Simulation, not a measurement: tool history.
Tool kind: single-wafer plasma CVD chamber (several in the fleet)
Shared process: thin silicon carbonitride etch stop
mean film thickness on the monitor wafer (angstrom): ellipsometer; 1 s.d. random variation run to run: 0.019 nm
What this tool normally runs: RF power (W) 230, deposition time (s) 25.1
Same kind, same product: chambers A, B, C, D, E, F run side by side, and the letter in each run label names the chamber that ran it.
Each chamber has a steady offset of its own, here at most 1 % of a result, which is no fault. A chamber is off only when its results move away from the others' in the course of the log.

run   hour  RF power (W)  deposition time (s)  hours since the last thermocouple change  hours since the last RF generator calibration  read-back reference wafer on the same gauge, thickness_nm  mean film thickness on the monitor wafer (angstrom)
 1F    9.9           230                 25.1                                     758.1                                         1428.6                                                     16.699                                               149.56
 2C   18.4           230                 25.1                                     685.3                                          899.9                                                     16.697                                               147.84
 3D   29.4           230                 25.1                                      1372                                           67.4                                                     16.697                                               148.88
 4A   36.7           230                 25.1                                    1035.3                                         1305.3                                                     16.695                                               147.37
      46.2  -- chamber A: thermocouple changed; heater temperature recalibrated
 5E   48.1           250                 25.1                                    1101.8                                          324.2                                                     16.691                                               153.14
 6B   56.4           250                 25.1                                    1671.5                                         1845.1                                                     16.687                                               152.46
 7A   71.5           250                 25.1                                      25.3                                         1340.1                                                     16.685                                               151.75
 8C   87.2           250                 25.1                                     754.1                                          968.7                                                     16.688                                               151.62
 9E   97.4           250                 25.1                                    1151.1                                          373.5                                                     16.685                                                152.8
10D  108.6           250                 25.1                                    1451.2                                          146.6                                                     16.687                                               152.53
11F  121.2           230                 25.1                                     869.4                                         1539.9                                                     16.674                                               149.27
12B    133           230                 25.1                                    1748.1                                         1921.7                                                     16.676                                               148.49
13A  146.9           230                 25.1                                     100.7                                         1415.5                                                     16.673                                               147.32
14B  159.2           230                 25.1                                    1774.3                                         1947.9                                                     16.672                                               148.66
15C  173.3           230                 25.1                                     840.2                                         1054.8                                                     16.669                                               147.85
16F  183.9           260                 28.9                                     932.1                                         1602.6                                                     16.668                                               178.73
17E  199.8           260                 28.9                                    1253.5                                          475.9                                                     16.662                                               177.93
18D  209.3           260                 28.9                                    1551.9                                          247.3                                                     16.667                                               177.29
19E  224.8           260                 28.9                                    1278.5                                          500.9                                                     16.658                                               177.86
20F  236.6           260                 28.9                                     984.8                                         1655.3                                                     16.655                                               178.45
21C  246.3           260                 28.9                                     913.2                                         1127.8                                                     16.649                                               176.42
22B  253.7           230                 25.1                                    1868.8                                         2042.4                                                     16.654                                               148.15
23A  269.6           230                 25.1                                     223.4                                         1538.2                                                     16.651                                               147.35
24D  282.4           230                 25.1                                      1625                                          320.4                                                     16.646                                               148.32
25E  297.1           185                 23.2                                    1350.8                                          573.2                                                     16.645                                               129.11
26C  304.1           185                 23.2                                       971                                         1185.6                                                     16.655                                               127.48
       320  -- chamber A: RF generator calibrated
27F  320.3           185                 23.2                                    1068.5                                           1739                                                     16.641                                               129.01
28D  327.3           185                 23.2                                    1669.9                                          365.3                                                     16.639                                               128.42
29A  342.3           185                 23.2                                     296.1                                           22.4                                                     16.644                                               127.56
30B    350           185                 23.2                                    1965.1                                         2138.7                                                     16.634                                               128.12
31E    357           230                 25.1                                    1410.7                                          633.1                                                     16.639                                                148.9
32A  365.7           230                 25.1                                     319.5                                           45.8                                                     16.638                                               147.29
33D  379.7           185                 21.2                                    1722.3                                          417.7                                                     16.634                                               117.22
34F    394           185                 21.2                                    1142.2                                         1812.7                                                     16.634                                               118.13
35B  405.8           185                 21.2                                    2020.9                                         2194.5                                                     16.628                                               116.95
36C  420.2           185                 21.2                                    1087.1                                         1301.7                                                     16.629                                               116.27
37A  427.9           185                 21.2                                     381.7                                            108                                                     16.622                                               116.41
38E    441           185                 21.2                                    1494.7                                          717.1                                                     16.621                                               117.78
39F  454.3           230                 25.1                                    1202.5                                           1873                                                      16.62                                               148.85
40B  463.2           230                   21                                    2078.3                                         2251.9                                                     16.614                                                123.7
41D  470.9           230                   21                                    1813.5                                          508.9                                                     16.615                                                123.7

For the next run the whole fleet of 6 chambers uses the same settings. Give each chamber's results:
42A  482.5           205                 25.1                                                                                                                                                                                                        ?
42B  482.5           205                 25.1                                                                                                                                                                                                        ?
42C  482.5           205                 25.1                                                                                                                                                                                                        ?
42D  482.5           205                 25.1                                                                                                                                                                                                        ?
42E  482.5           205                 25.1                                                                                                                                                                                                        ?
42F  482.5           205                 25.1                                                                                                                                                                                                        ?

run  mean film thickness on the monitor wafer (angstrom)
42A                                               142.35
42B                                               142.47
42C                                               142.03
42D                                               143.33
42E                                                143.5
42F                                                143.7

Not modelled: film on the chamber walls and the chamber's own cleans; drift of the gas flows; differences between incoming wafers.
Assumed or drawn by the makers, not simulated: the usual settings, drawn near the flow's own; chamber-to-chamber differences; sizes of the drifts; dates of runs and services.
